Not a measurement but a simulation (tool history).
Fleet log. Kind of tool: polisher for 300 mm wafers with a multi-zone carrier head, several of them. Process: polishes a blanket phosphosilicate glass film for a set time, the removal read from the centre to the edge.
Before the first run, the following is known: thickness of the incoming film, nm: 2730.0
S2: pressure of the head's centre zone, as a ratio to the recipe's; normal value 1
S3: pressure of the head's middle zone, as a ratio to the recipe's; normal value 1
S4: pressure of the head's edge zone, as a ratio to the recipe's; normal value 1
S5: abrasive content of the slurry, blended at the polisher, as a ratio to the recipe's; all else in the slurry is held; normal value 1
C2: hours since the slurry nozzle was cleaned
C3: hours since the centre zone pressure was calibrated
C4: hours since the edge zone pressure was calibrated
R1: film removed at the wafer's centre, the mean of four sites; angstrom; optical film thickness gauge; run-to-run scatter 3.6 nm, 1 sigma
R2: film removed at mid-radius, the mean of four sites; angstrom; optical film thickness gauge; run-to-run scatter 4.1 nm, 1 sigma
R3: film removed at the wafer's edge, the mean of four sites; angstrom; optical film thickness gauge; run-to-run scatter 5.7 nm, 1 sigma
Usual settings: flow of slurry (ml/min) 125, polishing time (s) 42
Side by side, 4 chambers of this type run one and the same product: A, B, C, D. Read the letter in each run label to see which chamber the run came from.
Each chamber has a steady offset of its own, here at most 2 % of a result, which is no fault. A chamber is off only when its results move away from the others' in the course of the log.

At day 0.067: chamber A: worn pad replaced by a new one.
Run 1C, day 0.258: usual settings; wafers polished on this pad 94; C2 308.8; C3 133.1; C4 79.7. Result: R1 4495.3 angstrom, R2 4517.8 angstrom, R3 4498.2 angstrom.
Run 2B, day 0.588: usual settings; wafers polished on this pad 343; C2 565.9; C3 349.7; C4 66.3. Result: R1 4542.7 angstrom, R2 4556.7 angstrom, R3 4425 angstrom.
Run 3A, day 0.821: usual settings; wafers polished on this pad 160; C2 379.8; C3 414.5; C4 61.8. Result: R1 4487.2 angstrom, R2 4551.9 angstrom, R3 4535.9 angstrom.
At day 0.946: chamber D: worn pad replaced by a new one.
Run 4D, day 1.083: usual settings; wafers polished on this pad 29; C2 262.4; C3 351.4; C4 206.5. Result: R1 4539 angstrom, R2 4441 angstrom, R3 4551.3 angstrom.
Run 5B, day 1.288: usual settings; wafers polished on this pad 492; C2 582.7; C3 366.5; C4 83.1. Result: R1 4596.2 angstrom, R2 4619.5 angstrom, R3 4460.8 angstrom.
Run 6D, day 1.471: usual settings; wafers polished on this pad 111; C2 271.7; C3 360.7; C4 215.8. Result: R1 4505.4 angstrom, R2 4550.4 angstrom, R3 4521.9 angstrom.
At day 1.742: chamber B: worn pad replaced by a new one.
Run 7A, day 1.796: usual settings; wafers polished on this pad 367; C2 403.2; C3 437.9; C4 85.2. Result: R1 4452.6 angstrom, R2 4486.5 angstrom, R3 4522.2 angstrom.
Run 8C, day 2.112: usual settings; wafers polished on this pad 487; C2 353.3; C3 177.6; C4 124.2. Result: R1 4566.6 angstrom, R2 4448 angstrom, R3 4465.8 angstrom.
Run 9D, day 2.446: usual settings but flow of slurry (ml/min) 160; wafers polished on this pad 318; C2 295.1; C3 384.1; C4 239.2. Result: R1 4812.8 angstrom, R2 4800.9 angstrom, R3 4691.5 angstrom.
Run 10B, day 2.729: usual settings but flow of slurry (ml/min) 160; wafers polished on this pad 209; C2 617.3; C3 401.1; C4 117.7. Result: R1 4785.6 angstrom, R2 4862.4 angstrom, R3 4786.8 angstrom.
Run 11C, day 2.929: usual settings but flow of slurry (ml/min) 160; wafers polished on this pad 661; C2 372.9; C3 197.2; C4 143.8. Result: R1 4800.9 angstrom, R2 4748.4 angstrom, R3 4717.6 angstrom.
At day 3: chamber D: centre zone pressure recalibrated.
Run 12A, day 3.117: usual settings but flow of slurry (ml/min) 160; wafers polished on this pad 647; C2 434.9; C3 469.6; C4 116.9. Result: R1 4711.1 angstrom, R2 4748.6 angstrom, R3 4634.5 angstrom.
At day 3.212: chamber A: worn pad replaced by a new one.
Run 13C, day 3.296: usual settings but S4 1.09; wafers polished on this pad 738; C2 381.7; C3 206; C4 152.6. Result: R1 4498.3 angstrom, R2 4484.3 angstrom, R3 4698.1 angstrom.
At day 3.458: chamber C: worn pad replaced by a new one.
Run 14D, day 3.467: usual settings but S4 1.09; wafers polished on this pad 535; C2 319.6; C3 11.2; C4 263.7. Result: R1 4369.2 angstrom, R2 4525.1 angstrom, R3 4646.3 angstrom.
Run 15A, day 3.617: usual settings but S4 1.09; wafers polished on this pad 86; C2 446.9; C3 481.6; C4 128.9. Result: R1 4519.3 angstrom, R2 4443.3 angstrom, R3 4695.6 angstrom.
Run 16B, day 3.954: usual settings but S4 1.09; wafers polished on this pad 469; C2 646.7; C3 430.5; C4 147.1. Result: R1 4604.5 angstrom, R2 4566 angstrom, R3 4699.4 angstrom.
At day 4.096: chamber D: worn pad replaced by a new one.
Run 17B, day 4.25: usual settings but flow of slurry (ml/min) 155; wafers polished on this pad 532; C2 653.8; C3 437.6; C4 154.2. Result: R1 4757 angstrom, R2 4690.5 angstrom, R3 4775.9 angstrom.
At day 4.479: chamber B: slurry nozzle cleaned.
Run 18A, day 4.521: usual settings but flow of slurry (ml/min) 155; wafers polished on this pad 277; C2 468.6; C3 503.3; C4 150.6. Result: R1 4685.8 angstrom, R2 4649 angstrom, R3 4812.7 angstrom.
At day 4.571: chamber B: worn pad replaced by a new one.
Run 19C, day 4.812: usual settings but flow of slurry (ml/min) 155; wafers polished on this pad 287; C2 418.1; C3 242.4; C4 189. Result: R1 4723.5 angstrom, R2 4813.4 angstrom, R3 4615.1 angstrom.
Run 20D, day 5.046: usual settings but flow of slurry (ml/min) 155; wafers polished on this pad 202; C2 357.5; C3 49.1; C4 301.6. Result: R1 4470.7 angstrom, R2 4752.2 angstrom, R3 4643.6 angstrom.
Run 21A, day 5.196: usual settings; wafers polished on this pad 421; C2 484.8; C3 519.5; C4 166.8. Result: R1 4510 angstrom, R2 4537.3 angstrom, R3 4573.4 angstrom.
Run 22C, day 5.417: usual settings; wafers polished on this pad 415; C2 432.6; C3 256.9; C4 203.5. Result: R1 4524.8 angstrom, R2 4478.1 angstrom, R3 4451.9 angstrom.
Run 23B, day 5.65: usual settings; wafers polished on this pad 229; C2 28.2; C3 471.2; C4 187.8. Result: R1 4535.9 angstrom, R2 4505.3 angstrom, R3 4545.1 angstrom.
At day 5.742: chamber A: worn pad replaced by a new one.
Run 24D, day 5.917: usual settings; wafers polished on this pad 387; C2 378.4; C3 70; C4 322.5. Result: R1 4294.2 angstrom, R2 4483.2 angstrom, R3 4501.1 angstrom.
Run 25A, day 6.104: usual settings; wafers polished on this pad 77; C2 506.6; C3 541.3; C4 188.6. Result: R1 4479.5 angstrom, R2 4386.5 angstrom, R3 4648 angstrom.
Run 26D, day 6.317: usual settings but S2 0.91, S3 0.93; wafers polished on this pad 472; C2 388; C3 79.6; C4 332.1. Result: R1 3943 angstrom, R2 4217.3 angstrom, R3 4472.2 angstrom.
Run 27B, day 6.492: usual settings but S2 0.91, S3 0.93; wafers polished on this pad 407; C2 48.4; C3 491.4; C4 208. Result: R1 4143.2 angstrom, R2 4212.1 angstrom, R3 4401 angstrom.
At day 6.604: chamber A: slurry nozzle cleaned.
Run 28C, day 6.662: usual settings but S2 0.91, S3 0.93; wafers polished on this pad 680; C2 462.5; C3 286.8; C4 233.4. Result: R1 4070.5 angstrom, R2 4188.4 angstrom, R3 4489.6 angstrom.
Run 29C, day 6.867: usual settings but S2 0.91, S3 0.93; wafers polished on this pad 723; C2 467.4; C3 291.7; C4 238.3. Result: R1 4105 angstrom, R2 4193.4 angstrom, R3 4583.8 angstrom.
At day 7.104: chamber C: worn pad replaced by a new one.
Run 30D, day 7.117: usual settings; wafers polished on this pad 641; C2 407.2; C3 98.8; C4 351.3. Result: R1 4338.2 angstrom, R2 4524.7 angstrom, R3 4449.7 angstrom.
At day 7.154: chamber B: worn pad replaced by a new one.
Run 31A, day 7.283: usual settings; wafers polished on this pad 327; C2 16.4; C3 569.6; C4 216.9. Result: R1 4505.9 angstrom, R2 4450.3 angstrom, R3 4566.4 angstrom.
At day 7.317: chamber D: worn pad replaced by a new one.
Run 32B, day 7.454: usual settings; wafers polished on this pad 64; C2 71.5; C3 514.5; C4 231.1. Result: R1 4583.7 angstrom, R2 4474.1 angstrom, R3 4611.2 angstrom.
Run 33A, day 7.629: usual settings; wafers polished on this pad 400; C2 24.7; C3 577.9; C4 225.2. Result: R1 4524.5 angstrom, R2 4478 angstrom, R3 4519 angstrom.
Run 34B, day 7.962: usual settings; wafers polished on this pad 172; C2 83.7; C3 526.7; C4 243.3. Result: R1 4584.5 angstrom, R2 4582.9 angstrom, R3 4519.6 angstrom.
Run 35D, day 8.242: usual settings; wafers polished on this pad 197; C2 434.2; C3 125.8; C4 378.3. Result: R1 4313.1 angstrom, R2 4515.8 angstrom, R3 4352.9 angstrom.
Run 36C, day 8.421: usual settings but S5 0.85, polishing time (s) 32; wafers polished on this pad 280; C2 504.7; C3 329; C4 275.6. Result: R1 3207.8 angstrom, R2 3194 angstrom, R3 3179.9 angstrom.
At day 8.492: chamber A: worn pad replaced by a new one.
Run 37B, day 8.588: usual settings but S5 0.85, polishing time (s) 32; wafers polished on this pad 304; C2 98.7; C3 541.7; C4 258.3. Result: R1 3236.9 angstrom, R2 3230.1 angstrom, R3 3212.2 angstrom.
Run 38A, day 8.929: usual settings but S5 0.85, polishing time (s) 32; wafers polished on this pad 93; C2 55.9; C3 609.1; C4 256.4. Result: R1 3150.4 angstrom, R2 3121.1 angstrom, R3 3285.3 angstrom.
Run 39D, day 9.096: usual settings but S5 0.85, polishing time (s) 32; wafers polished on this pad 378; C2 454.7; C3 146.3; C4 398.8. Result: R1 3066.9 angstrom, R2 3124.8 angstrom, R3 3162.5 angstrom.
Run 40C, day 9.342: usual settings; wafers polished on this pad 475; C2 526.8; C3 351.1; C4 297.7. Result: R1 4531.4 angstrom, R2 4512.7 angstrom, R3 4504.7 angstrom.
Run 41A, day 9.533: usual settings; wafers polished on this pad 221; C2 70.4; C3 623.6; C4 270.9. Result: R1 4510.2 angstrom, R2 4529 angstrom, R3 4549.7 angstrom.
Run 42D, day 9.792: usual settings; wafers polished on this pad 526; C2 471.4; C3 163; C4 415.5. Result: R1 4370.2 angstrom, R2 4414.9 angstrom, R3 4496.1 angstrom.

Has any chamber moved away from the others, gradually or after a service, or does the common gauge drift, or do the chambers differ only by their own small steady offsets? State the chamber and the most likely cause if one applies.

A service left chamber D off against the others.
Cause: centre zone's pressure below its setpoint, % = 4.97.

Which of the 4 candidates below, each the usual settings with something changed and its results left as question marks, puts chamber D back in line with what the other chambers give on the usual settings?
In line means no further than this from the other chambers' mean on the usual settings: R1 130 angstrom; R2 140 angstrom; R3 200 angstrom
Run 43D-1, day 10.038: usual settings but flow of slurry (ml/min) 130, S2 1.06, S3 0.97, S4 0.99, polishing time (s) 43. Result: R1 ?, R2 ?, R3 ?.
Run 43D-2, day 10.038: usual settings but flow of slurry (ml/min) 120, S2 0.94, S3 1.03, S4 1.01, polishing time (s) 41. Result: R1 ?, R2 ?, R3 ?.
Run 43D-3, day 10.038: usual settings but S2 1.03, S3 0.98, S4 0.99, polishing time (s) 43. Result: R1 ?, R2 ?, R3 ?.
Run 43D-4, day 10.038: usual settings but S2 0.97, S3 1.02, S4 1.01, polishing time (s) 41. Result: R1 ?, R2 ?, R3 ?.

The other chambers' mean on the usual settings: R1 4530.8 angstrom; R2 4503.9 angstrom; R3 4546.3 angstrom
  run      R1      R2      R3
43D-1    4736  4511.6    4583
43D-2  3886.2  4470.3  4356.9
43D-3  4547.1  4516.4  4554.7
43D-4  4063.7  4470.5  4385.9
The right change is 43D-3: it brings the chamber back within the allowed miss of the others.
